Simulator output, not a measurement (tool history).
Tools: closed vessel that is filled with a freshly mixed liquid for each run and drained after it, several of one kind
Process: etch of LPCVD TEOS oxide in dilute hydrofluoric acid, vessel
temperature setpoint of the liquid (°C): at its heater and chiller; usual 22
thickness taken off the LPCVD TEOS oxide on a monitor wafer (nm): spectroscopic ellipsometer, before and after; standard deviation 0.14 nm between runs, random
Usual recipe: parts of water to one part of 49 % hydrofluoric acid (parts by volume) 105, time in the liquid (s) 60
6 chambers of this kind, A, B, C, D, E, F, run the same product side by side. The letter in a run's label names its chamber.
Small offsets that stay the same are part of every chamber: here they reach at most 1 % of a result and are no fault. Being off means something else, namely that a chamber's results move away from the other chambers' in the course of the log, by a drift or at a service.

| run | hour | temperature setpoint of the liquid (°C) | parts of water to one part of 49 % hydrofluoric acid (parts by volume) | time in the liquid (s) | read-back film thickness of the LPCVD TEOS oxide reference wafer, read on the same gauge (nm) | thickness taken off the LPCVD TEOS oxide on a monitor wafer (nm) |
|---|---|---|---|---|---|---|
| 1C | 3.3 | 22 | 105 | 60 | 139.98 | 21.167 |
| 2A | 8 | 22 | 105 | 60 | 139.99 | 21.072 |
| 3F | 11.2 | 22 | 105 | 60 | 139.99 | 20.971 |
| 4B | 14.5 | 22 | 105 | 60 | 140.04 | 21.02 |
| 5D | 17.1 | 22 | 105 | 60 | 140.01 | 21.385 |
| 6E | 22.1 | 22 | 105 | 60 | 140 | 21.014 |
| 7B | 24.7 | 22 | 105 | 60 | 139.97 | 20.952 |
| 8F | 28.9 | 24 | 105 | 80 | 140.06 | 30.28 |
| 9C | 31.7 | 24 | 105 | 80 | 139.98 | 30.742 |
| 10D | 34.6 | 24 | 105 | 80 | 140 | 30.689 |
| 11E | 37.3 | 24 | 105 | 80 | 140 | 30.421 |
| 12A | 41.9 | 24 | 105 | 80 | 140.02 | 30.044 |
| 13A | 44.4 | 24 | 105 | 80 | 139.97 | 30.054 |
| 14B | 47.3 | 22 | 105 | 60 | 140.01 | 21.071 |
| 15F | 50.4 | 22 | 105 | 60 | 140.02 | 20.978 |
| 16D | 54.3 | 22 | 105 | 60 | 140.02 | 21.276 |
| 17E | 58.3 | 22 | 105 | 60 | 140.01 | 21.082 |
| 18C | 61.3 | 22 | 105 | 60 | 139.99 | 21.254 |
| 19C | 64.9 | 22 | 105 | 60 | 139.99 | 21.375 |
| 20D | 69.1 | 22 | 105 | 60 | 140 | 21.04 |
| 21F | 72.3 | 22 | 105 | 60 | 140.01 | 21.088 |
| 22B | 75.4 | 22 | 105 | 60 | 140.02 | 21.015 |
| 23E | 80.2 | 22 | 105 | 60 | 140 | 21.153 |
| 24A | 84.8 | 22 | 105 | 60 | 139.96 | 20.384 |
| 25A | 89.8 | 22 | 105 | 60 | 139.99 | 20.243 |
| 26F | 93.5 | 22 | 105 | 60 | 139.98 | 20.723 |
| 27E | 98.7 | 22 | 105 | 60 | 140 | 20.942 |
| 28C | 101.6 | 22 | 105 | 60 | 139.99 | 21.118 |
| 29D | 105.9 | 22 | 105 | 60 | 140.01 | 21.084 |
| 30B | 108.4 | 22 | 105 | 60 | 140.03 | 20.935 |
| 31F | 111.4 | 22 | 105 | 60 | 140.03 | 20.954 |
| 32E | 115.7 | 25.5 | 75 | 60 | 139.98 | 34.549 |
| 33D | 120.6 | 25.5 | 75 | 60 | 139.99 | 35.239 |
| 34B | 124.5 | 25.5 | 75 | 60 | 140.01 | 35.206 |
| 35C | 129.8 | 25.5 | 75 | 60 | 140 | 35.759 |
| 36A | 134.8 | 25.5 | 75 | 60 | 139.97 | 33.352 |

What goes on in this fleet: one chamber off, a drifting gauge, or nothing beyond the chambers' own small offsets? Name the chamber and the cause, if any.

Little by little, chamber A moves away from the other chambers.
Cause: hydrofluoric acid flow below the setpoint (%) = 5.41.
The log may not separate it from: liquid colder than its thermometer reads (K).

Here are 4 candidates for chamber A's next run, each the usual settings with a change, their results left as question marks. Which one brings its results back in line with what the others give on the usual settings?
Maximum distance from the other chambers' mean on the usual settings for a result to count as in line: thickness taken off the LPCVD TEOS oxide on a monitor wafer (nm) 0.48
| 37A-1 | 138.5 | 23.5 | 105 | 60 |  | ? |
| 37A-2 | 138.5 | 21.5 | 105 | 60 |  | ? |
| 37A-3 | 138.5 | 22.5 | 105 | 60 |  | ? |
| 37A-4 | 138.5 | 20.5 | 105 | 60 |  | ? |

The other chambers' mean on the usual settings: thickness taken off the LPCVD TEOS oxide on a monitor wafer (nm) 21.074
| run | thickness taken off the LPCVD TEOS oxide on a monitor wafer (nm) |
|---|---|
| 37A-1 | 20.943 |
| 37A-2 | 19.346 |
| 37A-3 | 20.129 |
| 37A-4 | 18.587 |
Change 37A-1 lands the chamber within the allowed miss of the other chambers.
